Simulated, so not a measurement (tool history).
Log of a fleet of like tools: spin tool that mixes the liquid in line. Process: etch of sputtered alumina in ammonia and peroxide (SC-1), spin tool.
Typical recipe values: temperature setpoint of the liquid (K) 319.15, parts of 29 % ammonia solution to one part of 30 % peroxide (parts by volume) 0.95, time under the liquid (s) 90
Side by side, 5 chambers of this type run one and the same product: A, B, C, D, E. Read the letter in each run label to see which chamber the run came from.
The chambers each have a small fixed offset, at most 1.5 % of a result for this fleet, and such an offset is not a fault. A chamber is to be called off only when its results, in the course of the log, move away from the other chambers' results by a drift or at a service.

run,day,temperature setpoint of the liquid (K),parts of 29 % ammonia solution to one part of 30 % peroxide (parts by volume),time under the liquid (s),"read-back film thickness of the sputtered alumina reference wafer, read on the same gauge (nm)",thickness taken off the sputtered alumina on a monitor wafer (angstrom)
1A,0.35,319.15,0.95,90,120.03,43.118
2D,0.742,319.15,0.95,90,120,42.892
# day 0.988: chamber C: new drum of ammonia solution connected
3C,1.171,319.15,0.95,90,120,42.561
# day 1.646: chamber A: new drum of ammonia solution connected
4B,1.762,319.15,0.95,90,120.01,42.704
# day 2.267: chamber E: ammonia flow meter replaced
5E,2.346,319.15,0.95,90,119.98,43.873
6E,2.938,319.15,0.7,145,120.03,66.933
# day 3.167: chamber E: heated supply line repaired
7C,3.346,319.15,0.7,145,120.02,67.357
8B,3.746,319.15,0.7,145,119.96,66.703
9D,4.221,319.15,0.7,145,120.01,66.922
10A,4.658,319.15,0.7,145,120,68.369
11C,5.233,319.15,0.95,90,120.03,42.932
12D,5.658,319.15,0.95,90,119.99,42.622
13A,6.262,319.15,0.95,90,120.02,43.516
14E,6.708,319.15,0.95,90,120.02,43.578
15B,7.029,319.15,0.95,90,120.02,42.876
16A,7.562,319.15,0.95,90,119.99,43.644
17C,8.221,319.15,0.95,90,120.01,42.274
18D,8.846,319.15,0.95,90,120.01,43.138
19E,9.375,315.65,0.95,90,119.99,35.771
20B,9.829,315.65,0.95,90,120.02,34.638
# day 9.842: chamber E: new drum of ammonia solution connected
21D,10.125,315.65,0.95,90,119.98,34.888
22B,10.417,315.65,0.95,90,119.96,34.897
# day 10.529: chamber C: heated supply line repaired
23A,10.867,315.65,0.95,90,120.01,36.45
24E,11.479,319.15,0.95,90,120.02,43.817
# day 11.767: chamber B: ammonia flow meter replaced
25C,11.921,319.15,0.95,90,120,43.353
26A,12.258,319.15,0.95,90,119.99,44.71
27D,12.625,319.15,0.95,90,120.01,43.515
28C,13.233,319.15,0.95,90,120.02,43.234
29E,13.862,319.15,0.95,90,119.96,43.428
30B,14.175,319.15,0.95,90,120.01,43.472

The same settings go to every chamber for the next run, one line per chamber below. Forecast the results for each:
31A,14.658,319.15,0.95,90,,?
31B,14.658,319.15,0.95,90,,?
31C,14.658,319.15,0.95,90,,?
31D,14.658,319.15,0.95,90,,?
31E,14.658,319.15,0.95,90,,?

run,thickness taken off the sputtered alumina on a monitor wafer (angstrom)
31A,46.077
31B,42.416
31C,42.709
31D,42.87
31E,43.814
